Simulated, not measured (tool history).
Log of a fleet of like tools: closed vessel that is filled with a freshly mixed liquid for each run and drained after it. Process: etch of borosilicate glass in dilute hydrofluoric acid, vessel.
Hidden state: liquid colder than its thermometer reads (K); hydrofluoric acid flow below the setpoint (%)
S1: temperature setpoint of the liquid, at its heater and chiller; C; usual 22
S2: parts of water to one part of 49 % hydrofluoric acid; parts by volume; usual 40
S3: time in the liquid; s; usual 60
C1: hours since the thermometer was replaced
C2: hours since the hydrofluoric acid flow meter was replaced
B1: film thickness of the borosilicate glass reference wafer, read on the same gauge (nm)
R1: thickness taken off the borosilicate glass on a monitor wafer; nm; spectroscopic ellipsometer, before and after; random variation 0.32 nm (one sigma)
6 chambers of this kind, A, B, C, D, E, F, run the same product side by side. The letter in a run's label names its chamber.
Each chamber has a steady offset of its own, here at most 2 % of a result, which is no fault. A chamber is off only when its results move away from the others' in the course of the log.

run,hour,S1,S2,S3,C1,C2,B1,R1
1A,4.5,22,40,60,351.2,992.2,149.97,49.087
2D,9.3,22,40,60,1385.2,841.0,150.00,48.186
3E,12.6,22,40,60,587.6,1484.0,150.00,48.214
4C,16.4,22,40,60,983.7,487.7,150.03,47.934
# hour 18.0: chamber E: hydrofluoric acid flow meter replaced
5B,19.8,22,40,60,1098.1,956.8,150.01,48.139
6F,25.0,22,40,60,913.3,1460.0,150.03,48.242
7F,29.0,22,40,60,917.3,1464.0,149.99,48.918
8C,34.7,22,40,60,1002.0,506.0,150.00,48.140
9E,38.1,22,40,60,613.1,20.1,149.99,48.510
10D,43.7,22,40,60,1419.6,875.4,150.01,48.242
11A,47.0,20,60,60,393.7,1034.7,150.00,29.535
12B,51.5,20,60,60,1129.8,988.5,149.98,28.856
13A,56.2,20,60,60,402.9,1043.9,149.96,29.851
14D,61.6,20,60,60,1437.5,893.3,150.04,28.448
15E,64.3,20,60,60,639.3,46.3,150.01,29.097
16C,67.0,20,60,60,1034.3,538.3,150.03,28.569
17B,71.7,22,40,60,1150.0,1008.7,150.03,48.255
18F,74.5,22,40,60,962.8,1509.5,150.00,48.177
19C,78.2,22,40,60,1045.5,549.5,150.01,47.554
20E,82.2,22,40,60,657.2,64.2,150.00,48.542
21A,87.8,22,40,60,434.5,1075.5,150.01,48.499
22B,90.6,22,40,60,1168.9,1027.6,149.99,48.321
23F,94.0,22,40,60,982.3,1529.0,149.99,48.315
24D,97.0,22,40,60,1472.9,928.7,149.99,47.985
25F,100.8,22,40,60,989.1,1535.8,150.00,48.200
26A,105.0,22,40,60,451.7,1092.7,149.96,48.669
27B,110.3,22,40,60,1188.6,1047.3,149.99,48.210
28E,113.2,22,40,60,688.2,95.2,149.99,48.270
29C,118.6,22,40,60,1085.9,589.9,150.01,47.698
30D,122.5,22,40,60,1498.4,954.2,150.01,47.801
31A,125.6,22,50,45,472.3,1113.3,150.00,28.962
32E,130.8,22,50,45,705.8,112.8,149.97,28.590
33C,134.3,22,50,45,1101.6,605.6,150.01,27.747
34F,136.9,22,50,45,1025.2,1571.9,149.99,28.707
35D,141.7,22,50,45,1517.6,973.4,150.01,28.568
36B,147.4,22,50,45,1225.7,1084.4,150.00,28.596
37D,152.8,22,40,60,1528.7,984.5,149.99,48.005
38A,156.3,22,40,60,503.0,1144.0,149.98,49.502
39B,161.3,22,40,30,1239.6,1098.3,150.00,24.061
40C,163.9,22,40,30,1131.2,635.2,149.98,23.205

What goes on in this fleet: one chamber off, a drifting gauge, or nothing beyond the chambers' own small offsets? Name the chamber and the cause, if any.

Chamber C drifts away from the others.
Cause: hydrofluoric acid flow below the setpoint (%) = 4.69.
The log may not tell that from: liquid colder than its thermometer reads (K).

Here are 4 candidates for chamber C's next run, each the usual settings with a change, their results left as question marks. Which one brings its results back in line with what the others give on the usual settings?
In line means no further than this from the other chambers' mean on the usual settings: R1 1.100 nm
41C-1,168.0,23.5,40,60,,,,?
41C-2,168.0,21.5,40,60,,,,?
41C-3,168.0,22.5,40,60,,,,?
41C-4,168.0,20.5,40,60,,,,?

The other chambers' mean on the usual settings: R1 48.435 nm
run,R1
41C-1,48.685
41C-2,44.808
41C-3,46.714
41C-4,42.984
41C-1 brings the chamber back in line.
